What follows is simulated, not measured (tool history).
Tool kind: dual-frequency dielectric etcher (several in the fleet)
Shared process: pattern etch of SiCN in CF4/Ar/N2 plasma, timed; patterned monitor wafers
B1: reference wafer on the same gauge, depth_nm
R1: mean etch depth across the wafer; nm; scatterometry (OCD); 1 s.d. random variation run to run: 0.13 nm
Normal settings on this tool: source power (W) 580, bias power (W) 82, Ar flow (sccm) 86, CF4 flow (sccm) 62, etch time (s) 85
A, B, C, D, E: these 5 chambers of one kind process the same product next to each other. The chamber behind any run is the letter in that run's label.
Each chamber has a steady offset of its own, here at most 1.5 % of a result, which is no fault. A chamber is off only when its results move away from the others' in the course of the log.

{"hour": 2.4, "done": "chamber D: source power generator calibrated"}
{"run": "1D", "hour": 4.6, "source power (W)": 580, "bias power (W)": 82, "Ar flow (sccm)": 86, "CF4 flow (sccm)": 62, "etch time (s)": 85, "B1": 93.532, "R1": 95.597}
{"run": "2A", "hour": 9.2, "source power (W)": 580, "bias power (W)": 82, "Ar flow (sccm)": 86, "CF4 flow (sccm)": 62, "etch time (s)": 85, "B1": 93.543, "R1": 96.584}
{"run": "3E", "hour": 17.7, "source power (W)": 580, "bias power (W)": 82, "Ar flow (sccm)": 86, "CF4 flow (sccm)": 62, "etch time (s)": 85, "B1": 93.55, "R1": 96.121}
{"run": "4B", "hour": 23.7, "source power (W)": 580, "bias power (W)": 82, "Ar flow (sccm)": 86, "CF4 flow (sccm)": 62, "etch time (s)": 85, "B1": 93.522, "R1": 96.446}
{"hour": 29.4, "done": "chamber B: wet clean of the chamber"}
{"run": "5C", "hour": 31.9, "source power (W)": 580, "bias power (W)": 82, "Ar flow (sccm)": 86, "CF4 flow (sccm)": 62, "etch time (s)": 85, "B1": 93.579, "R1": 97.329}
{"run": "6E", "hour": 41.5, "source power (W)": 580, "bias power (W)": 82, "Ar flow (sccm)": 86, "CF4 flow (sccm)": 62, "etch time (s)": 85, "B1": 93.567, "R1": 95.95}
{"run": "7D", "hour": 49.8, "source power (W)": 580, "bias power (W)": 82, "Ar flow (sccm)": 86, "CF4 flow (sccm)": 62, "etch time (s)": 85, "B1": 93.59, "R1": 95.487}
{"run": "8C", "hour": 58.9, "source power (W)": 580, "bias power (W)": 82, "Ar flow (sccm)": 86, "CF4 flow (sccm)": 62, "etch time (s)": 85, "B1": 93.608, "R1": 97.191}
{"run": "9A", "hour": 67.6, "source power (W)": 580, "bias power (W)": 82, "Ar flow (sccm)": 86, "CF4 flow (sccm)": 62, "etch time (s)": 85, "B1": 93.612, "R1": 96.679}
{"run": "10B", "hour": 72.7, "source power (W)": 580, "bias power (W)": 82, "Ar flow (sccm)": 86, "CF4 flow (sccm)": 62, "etch time (s)": 85, "B1": 93.612, "R1": 96.235}
{"run": "11D", "hour": 81.9, "source power (W)": 580, "bias power (W)": 82, "Ar flow (sccm)": 86, "CF4 flow (sccm)": 62, "etch time (s)": 85, "B1": 93.656, "R1": 95.484}
{"run": "12A", "hour": 89.8, "source power (W)": 580, "bias power (W)": 82, "Ar flow (sccm)": 86, "CF4 flow (sccm)": 62, "etch time (s)": 85, "B1": 93.71, "R1": 96.738}
{"run": "13C", "hour": 94.6, "source power (W)": 580, "bias power (W)": 82, "Ar flow (sccm)": 86, "CF4 flow (sccm)": 62, "etch time (s)": 85, "B1": 93.66, "R1": 97.268}
{"hour": 97.4, "done": "chamber E: wet clean of the chamber"}
{"run": "14E", "hour": 103.9, "source power (W)": 580, "bias power (W)": 82, "Ar flow (sccm)": 86, "CF4 flow (sccm)": 62, "etch time (s)": 85, "B1": 93.688, "R1": 96.396}
{"run": "15B", "hour": 108.3, "source power (W)": 580, "bias power (W)": 82, "Ar flow (sccm)": 86, "CF4 flow (sccm)": 62, "etch time (s)": 85, "B1": 93.724, "R1": 96.327}
{"run": "16E", "hour": 116.4, "source power (W)": 580, "bias power (W)": 82, "Ar flow (sccm)": 86, "CF4 flow (sccm)": 62, "etch time (s)": 85, "B1": 93.748, "R1": 96.602}
{"run": "17A", "hour": 123.5, "source power (W)": 580, "bias power (W)": 82, "Ar flow (sccm)": 86, "CF4 flow (sccm)": 62, "etch time (s)": 85, "B1": 93.748, "R1": 96.809}
{"run": "18B", "hour": 129.9, "source power (W)": 580, "bias power (W)": 82, "Ar flow (sccm)": 86, "CF4 flow (sccm)": 62, "etch time (s)": 85, "B1": 93.79, "R1": 96.489}
{"run": "19C", "hour": 139.8, "source power (W)": 580, "bias power (W)": 82, "Ar flow (sccm)": 86, "CF4 flow (sccm)": 62, "etch time (s)": 85, "B1": 93.8, "R1": 97.4}
{"run": "20D", "hour": 145.3, "source power (W)": 580, "bias power (W)": 82, "Ar flow (sccm)": 86, "CF4 flow (sccm)": 62, "etch time (s)": 85, "B1": 93.798, "R1": 95.882}
{"hour": 149.8, "done": "chamber C: wet clean of the chamber"}
{"run": "21D", "hour": 151.1, "source power (W)": 580, "bias power (W)": 82, "Ar flow (sccm)": 86, "CF4 flow (sccm)": 62, "etch time (s)": 85, "B1": 93.807, "R1": 95.615}
{"run": "22B", "hour": 155.6, "source power (W)": 580, "bias power (W)": 82, "Ar flow (sccm)": 86, "CF4 flow (sccm)": 62, "etch time (s)": 85, "B1": 93.784, "R1": 96.337}
{"run": "23C", "hour": 164.7, "source power (W)": 580, "bias power (W)": 82, "Ar flow (sccm)": 86, "CF4 flow (sccm)": 62, "etch time (s)": 85, "B1": 93.829, "R1": 97.486}
{"run": "24A", "hour": 170.5, "source power (W)": 580, "bias power (W)": 82, "Ar flow (sccm)": 86, "CF4 flow (sccm)": 62, "etch time (s)": 85, "B1": 93.796, "R1": 96.98}
{"run": "25E", "hour": 176.9, "source power (W)": 580, "bias power (W)": 82, "Ar flow (sccm)": 86, "CF4 flow (sccm)": 62, "etch time (s)": 85, "B1": 93.844, "R1": 96.655}
{"run": "26E", "hour": 181.5, "source power (W)": 580, "bias power (W)": 82, "Ar flow (sccm)": 86, "CF4 flow (sccm)": 62, "etch time (s)": 85, "B1": 93.838, "R1": 96.462}
{"run": "27B", "hour": 187.9, "source power (W)": 520, "bias power (W)": 67, "Ar flow (sccm)": 86, "CF4 flow (sccm)": 62, "etch time (s)": 85, "B1": 93.88, "R1": 81.814}
{"run": "28D", "hour": 195.6, "source power (W)": 520, "bias power (W)": 67, "Ar flow (sccm)": 86, "CF4 flow (sccm)": 62, "etch time (s)": 85, "B1": 93.906, "R1": 81.269}
{"run": "29A", "hour": 201.6, "source power (W)": 520, "bias power (W)": 67, "Ar flow (sccm)": 86, "CF4 flow (sccm)": 62, "etch time (s)": 85, "B1": 93.902, "R1": 82.37}
{"run": "30C", "hour": 211.3, "source power (W)": 520, "bias power (W)": 67, "Ar flow (sccm)": 86, "CF4 flow (sccm)": 62, "etch time (s)": 85, "B1": 93.921, "R1": 82.864}
{"run": "31C", "hour": 217.6, "source power (W)": 520, "bias power (W)": 67, "Ar flow (sccm)": 86, "CF4 flow (sccm)": 62, "etch time (s)": 85, "B1": 93.951, "R1": 82.807}
{"run": "32E", "hour": 222.6, "source power (W)": 580, "bias power (W)": 82, "Ar flow (sccm)": 86, "CF4 flow (sccm)": 62, "etch time (s)": 85, "B1": 93.912, "R1": 96.566}
{"run": "33D", "hour": 229.8, "source power (W)": 580, "bias power (W)": 82, "Ar flow (sccm)": 86, "CF4 flow (sccm)": 62, "etch time (s)": 85, "B1": 93.913, "R1": 95.675}
{"run": "34A", "hour": 236.7, "source power (W)": 580, "bias power (W)": 82, "Ar flow (sccm)": 86, "CF4 flow (sccm)": 62, "etch time (s)": 85, "B1": 93.953, "R1": 97.139}
{"run": "35B", "hour": 242.5, "source power (W)": 580, "bias power (W)": 82, "Ar flow (sccm)": 86, "CF4 flow (sccm)": 62, "etch time (s)": 85, "B1": 93.952, "R1": 96.671}
{"run": "36E", "hour": 248.3, "source power (W)": 580, "bias power (W)": 82, "Ar flow (sccm)": 86, "CF4 flow (sccm)": 62, "etch time (s)": 85, "B1": 93.941, "R1": 96.492}
{"run": "37C", "hour": 257.0, "source power (W)": 580, "bias power (W)": 74, "Ar flow (sccm)": 70, "CF4 flow (sccm)": 62, "etch time (s)": 85, "B1": 93.998, "R1": 97.396}

Next, all 5 chambers run the settings below, one line each with question marks for the results. What does each chamber give?
{"run": "38A", "hour": 264.1, "source power (W)": 580, "bias power (W)": 82, "Ar flow (sccm)": 86, "CF4 flow (sccm)": 62, "etch time (s)": 85, "R1": "?"}
{"run": "38B", "hour": 264.1, "source power (W)": 580, "bias power (W)": 82, "Ar flow (sccm)": 86, "CF4 flow (sccm)": 62, "etch time (s)": 85, "R1": "?"}
{"run": "38C", "hour": 264.1, "source power (W)": 580, "bias power (W)": 82, "Ar flow (sccm)": 86, "CF4 flow (sccm)": 62, "etch time (s)": 85, "R1": "?"}
{"run": "38D", "hour": 264.1, "source power (W)": 580, "bias power (W)": 82, "Ar flow (sccm)": 86, "CF4 flow (sccm)": 62, "etch time (s)": 85, "R1": "?"}
{"run": "38E", "hour": 264.1, "source power (W)": 580, "bias power (W)": 82, "Ar flow (sccm)": 86, "CF4 flow (sccm)": 62, "etch time (s)": 85, "R1": "?"}

run=38A R1=97.032
run=38B R1=96.534
run=38C R1=97.610
run=38D R1=96.053
run=38E R1=96.615
